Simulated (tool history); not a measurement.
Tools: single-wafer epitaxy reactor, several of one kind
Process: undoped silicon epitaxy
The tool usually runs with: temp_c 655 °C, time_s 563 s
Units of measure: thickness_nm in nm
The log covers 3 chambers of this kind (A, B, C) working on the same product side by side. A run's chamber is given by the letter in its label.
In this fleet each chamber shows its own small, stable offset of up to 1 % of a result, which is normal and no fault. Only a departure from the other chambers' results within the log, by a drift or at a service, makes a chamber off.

run,hour,temp_c,time_s,"read-back reference wafer on the same gauge, thickness_nm",thickness_nm
1C,13,655,563,101,104.88
2A,26.3,655,563,100.99,104.34
3B,34.2,655,563,100.99,105.19
4B,41.6,655,563,100.99,105.93
5A,51.9,655,563,101.03,104.65
6C,63,643,489,100.99,70.713
7B,70.2,643,489,100.88,70.196
8C,81.3,643,489,100.93,70.22
9A,91.3,655,563,101.06,104.77
10C,102.7,655,563,101.04,105.45
11A,108.9,655,563,101,104.86
12B,122.1,655,563,101.1,104.52
13A,133.3,655,563,101.04,104.61
14C,140.9,655,563,100.98,104.89
15B,151.3,655,563,101.02,105.52
16B,163.9,655,563,101,104.73
17C,174.1,655,563,100.97,105.11
18A,181.4,655,563,100.94,104.85
19A,192.4,655,563,101.07,104.7
20C,203.4,655,563,101.07,105.31
21B,213.6,655,563,101.09,103.96
22C,226.4,655,563,101.08,105.13
23A,234.1,655,563,100.94,104.82
24B,240.7,655,563,101,104.24
25A,253.4,655,563,101.03,104.83
26B,264.5,655,563,101.05,103.46
27C,276.8,655,563,100.95,105.56
28A,287.2,655,563,100.9,104.42
29B,300.5,655,563,100.94,103.45
30C,306.5,655,563,100.96,104.89
31B,319.8,655,456,100.97,83.942
32A,330.4,655,456,100.94,84.848
33C,340.9,655,456,100.99,85.421
34A,352.7,655,563,100.94,105.38
35C,362.5,655,563,101.04,105.37
36B,375.3,655,563,100.95,102.54
37B,386.4,655,563,100.9,103.84
38C,399.2,655,563,101.02,104.97
39A,406.7,655,563,101.03,105.07
40A,420,668,563,100.99,137.21
41B,433,668,563,101.03,136.85
42C,441.1,668,563,100.97,139.48
43B,448.3,655,563,100.99,102.82

One chamber off, gauge drift, or nothing amiss beyond the chambers' own small offsets? If it is a chamber, which one, and what is the likeliest cause?

Little by little, chamber B moves away from the other chambers.
Cause: wafer temperature below the value expected at the setpoint (K) = 1.15.

Below are 4 candidate recipes for chamber B's next run, each the usual settings with a change, their results shown as question marks. Which of them brings B's results back in line with what the other chambers give on the usual settings?
Allowed miss from the other chambers' usual-settings mean, per result, to count as in line: thickness_nm 1.4 nm
44B-1,458.1,655,589,,?
44B-2,458.1,656,565,,?
44B-3,458.1,654,561,,?
44B-4,458.1,655,537,,?

Usual-settings mean across the other chambers: thickness_nm 105.04 nm
run,thickness_nm
44B-1,107.57
44B-2,105.47
44B-3,100.23
44B-4,98.074
With 44B-2, the chamber falls back in line with the rest.
